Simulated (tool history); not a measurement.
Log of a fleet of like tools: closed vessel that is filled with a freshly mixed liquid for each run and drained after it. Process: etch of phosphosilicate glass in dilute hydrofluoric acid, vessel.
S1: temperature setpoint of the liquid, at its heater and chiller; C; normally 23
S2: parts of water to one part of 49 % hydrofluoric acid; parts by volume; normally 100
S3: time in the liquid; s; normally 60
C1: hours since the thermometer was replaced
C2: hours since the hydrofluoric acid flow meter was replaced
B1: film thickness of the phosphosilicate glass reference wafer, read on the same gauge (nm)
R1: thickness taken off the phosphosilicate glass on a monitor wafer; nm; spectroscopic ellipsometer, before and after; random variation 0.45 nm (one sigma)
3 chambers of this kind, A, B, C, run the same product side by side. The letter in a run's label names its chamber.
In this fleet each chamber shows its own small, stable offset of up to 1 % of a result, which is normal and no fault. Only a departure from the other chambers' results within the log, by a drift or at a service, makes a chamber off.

run,day,S1,S2,S3,C1,C2,B1,R1
1B,0.262,23,100,60,1179.8,494.6,120.02,65.303
2C,0.625,23,100,60,115.3,394.9,119.98,65.305
3A,1.012,23,100,60,382.3,767.7,120,64.067
4B,1.496,23,100,60,1209.4,524.2,119.98,65.722
5C,1.746,23,100,60,142.2,421.8,120.01,64.392
6A,1.988,25.5,75,60,405.7,791.1,120,97.771
7C,2.433,25.5,75,60,158.7,438.3,120.01,98.45
8A,2.9,25.5,75,60,427.6,813,120.01,98.508
9B,3.233,23,100,60,1251.1,565.9,119.99,65.179
10C,3.55,23,100,60,185.5,465.1,119.98,64.718
11A,3.871,23,120,60,450.9,836.3,120,53.064
12B,4.204,23,120,60,1274.4,589.2,120.01,53.046
13A,4.479,23,120,60,465.5,850.9,120,52.927
14C,4.783,23,100,60,215.1,494.7,120,63.495
15B,5.021,23,100,60,1294,608.8,119.99,65.493
16A,5.3,23,100,60,485.2,870.6,119.99,64.585
17B,5.721,23,130,60,1310.8,625.6,120.01,48.171
18C,6.242,23,130,60,250.1,529.7,119.99,46.784
19B,6.742,23,130,60,1335.3,650.1,119.98,48.185
20A,7.088,26,65,60,528.1,913.5,120,117.26
21C,7.504,26,65,60,280.4,560,119.99,111.8
22A,7.875,26,65,60,547,932.4,120.01,116.11
23C,8.171,23,100,60,296.4,576,120,60.919
24B,8.492,23,100,60,1377.3,692.1,119.99,65.622
25A,8.946,23,100,60,572.7,958.1,120.01,64.47
26C,9.238,23,100,60,322,601.6,120.01,59.682
27B,9.496,23,100,60,1401.4,716.2,119.99,64.261

Is one chamber out of step, is the gauge drifting, or do the chambers differ by no more than their own small offsets? For an off chamber, give its letter and the likeliest cause.

Chamber C drifts away from the others.
What lies behind it: hydrofluoric acid flow below the setpoint (%) = 8.06.
Not necessarily distinguishable in this log from: liquid colder than its thermometer reads (K).

Below are 4 candidate recipes for chamber C's next run, each the usual settings with a change, their results shown as question marks. Which of them brings C's results back in line with what the other chambers give on the usual settings?
Counts as in line when no further than this from what the other chambers average on the usual settings: R1 1.6 nm
28C-1,9.888,25.5,100,60,,,,?
28C-2,9.888,24,100,60,,,,?
28C-3,9.888,23,105,60,,,,?
28C-4,9.888,23,100,55,,,,?

What the other chambers average on the usual settings: R1 65.026 nm
run,R1
28C-1,65.53
28C-2,61.776
28C-3,56.169
28C-4,54.411
With 28C-1, the chamber falls back in line with the rest.
